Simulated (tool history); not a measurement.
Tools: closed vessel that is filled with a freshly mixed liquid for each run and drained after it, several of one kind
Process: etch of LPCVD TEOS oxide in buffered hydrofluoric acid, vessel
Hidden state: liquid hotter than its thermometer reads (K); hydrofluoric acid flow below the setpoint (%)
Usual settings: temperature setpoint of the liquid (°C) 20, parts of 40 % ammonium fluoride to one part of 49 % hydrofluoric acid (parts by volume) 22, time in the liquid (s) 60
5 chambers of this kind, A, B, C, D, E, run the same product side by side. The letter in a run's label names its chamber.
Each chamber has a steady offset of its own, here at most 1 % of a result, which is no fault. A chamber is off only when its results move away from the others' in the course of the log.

run   hour  temperature setpoint of the liquid (°C)  parts of 40 % ammonium fluoride to one part of 49 % hydrofluoric acid (parts by volume)  time in the liquid (s)  hours since the thermometer was replaced  hours since the hydrofluoric acid flow meter was replaced  read-back film thickness of the LPCVD TEOS oxide reference wafer, read on the same gauge (nm)  thickness taken off the LPCVD TEOS oxide on a monitor wafer (nm)
 1C      8                                       20                                                                                       22                      60                                    1449.9                                                      592.3                                                                                          29.97                                                            36.638
 2B   14.5                                       20                                                                                       22                      60                                    1167.3                                                      717.6                                                                                         30.002                                                            37.254
 3D   19.9                                       20                                                                                       22                      60                                     523.3                                                      810.9                                                                                             30                                                             36.71
 4A   26.6                                       20                                                                                       22                      60                                     639.4                                                     2514.7                                                                                         30.055                                                            36.364
 5E   33.9                                       20                                                                                       22                      60                                    1732.1                                                     1760.2                                                                                         29.998                                                            37.006
 6E   41.5                                       20                                                                                       22                      60                                    1739.7                                                     1767.8                                                                                         30.043                                                            36.491
 7B   49.2                                       20                                                                                     29.5                      60                                      1202                                                      752.3                                                                                         30.053                                                            30.377
 8C   53.1                                       20                                                                                     29.5                      60                                      1495                                                      637.4                                                                                         30.037                                                            29.658
 9A   58.1                                       20                                                                                     29.5                      60                                     670.9                                                     2546.2                                                                                         29.994                                                            29.732
10D   63.5                                       20                                                                                     29.5                      60                                     566.9                                                      854.5                                                                                         29.996                                                             29.66
11A   69.1                                       20                                                                                     29.5                      60                                     681.9                                                     2557.2                                                                                         30.046                                                            29.691
12E   76.5                                       20                                                                                       22                      60                                    1774.7                                                     1802.8                                                                                         30.015                                                            36.489
13B   81.9                                       20                                                                                       22                      60                                    1234.7                                                        785                                                                                          29.98                                                             37.25
14D   85.9                                       20                                                                                       22                      60                                     589.3                                                      876.9                                                                                         30.033                                                            36.626
15C   94.1                                       20                                                                                       22                      60                                      1536                                                      678.4                                                                                         30.068                                                            35.935
16A   99.4                                       20                                                                                       22                      60                                     712.2                                                     2587.5                                                                                         30.052                                                            36.772
17E  103.5                                       20                                                                                       22                      60                                    1801.7                                                     1829.8                                                                                         29.997                                                            36.763
18C  108.7                                       20                                                                                       22                      60                                    1550.6                                                        693                                                                                         30.007                                                            36.415
19D  112.5                                       20                                                                                       22                      60                                     615.9                                                      903.5                                                                                         30.027                                                            36.706
     114.7  -- chamber A: hydrofluoric acid flow meter replaced
20B  116.7                                       20                                                                                       22                      60                                    1269.5                                                      819.8                                                                                         29.991                                                            37.192
21D  123.1                                       17                                                                                       25                      60                                     626.5                                                      914.1                                                                                         30.025                                                            28.268
22E  131.2                                       17                                                                                       25                      60                                    1829.4                                                     1857.5                                                                                         29.994                                                            28.519
23B  137.9                                       17                                                                                       25                      60                                    1290.7                                                        841                                                                                         29.981                                                            28.916
24A  143.5                                       17                                                                                       25                      60                                     756.3                                                       28.9                                                                                         30.009                                                             28.44
25C  150.9                                       17                                                                                       25                      60                                    1592.8                                                      735.2                                                                                         29.979                                                            28.002
26A  155.6                                     18.5                                                                                       22                      35                                     768.4                                                         41                                                                                          30.03                                                            19.521
27D    163                                     18.5                                                                                       22                      35                                     666.4                                                        954                                                                                         29.959                                                            19.598
28C  170.9                                     18.5                                                                                       22                      35                                    1612.8                                                      755.2                                                                                         29.991                                                            19.555
29B  178.9                                     18.5                                                                                       22                      35                                    1331.7                                                        882                                                                                         29.986                                                            19.965
30E  182.4                                     18.5                                                                                       22                      35                                    1880.6                                                     1908.7                                                                                         30.004                                                            20.135
31C  186.6                                       20                                                                                       22                      60                                    1628.5                                                      770.9                                                                                         30.027                                                            36.485
32D  190.4                                       20                                                                                       22                      60                                     693.8                                                      981.4                                                                                         30.024                                                            36.267

Next, every chamber runs the same settings. What will each give?
33A  196.3                                       20                                                                                       22                      60                                                                                                                                                                                                                                                                     ?
33B  196.3                                       20                                                                                       22                      60                                                                                                                                                                                                                                                                     ?
33C  196.3                                       20                                                                                       22                      60                                                                                                                                                                                                                                                                     ?
33D  196.3                                       20                                                                                       22                      60                                                                                                                                                                                                                                                                     ?
33E  196.3                                       20                                                                                       22                      60                                                                                                                                                                                                                                                                     ?

run  thickness taken off the LPCVD TEOS oxide on a monitor wafer (nm)
33A                                                            36.499
33B                                                            37.152
33C                                                            36.421
33D                                                            36.439
33E                                                            38.659

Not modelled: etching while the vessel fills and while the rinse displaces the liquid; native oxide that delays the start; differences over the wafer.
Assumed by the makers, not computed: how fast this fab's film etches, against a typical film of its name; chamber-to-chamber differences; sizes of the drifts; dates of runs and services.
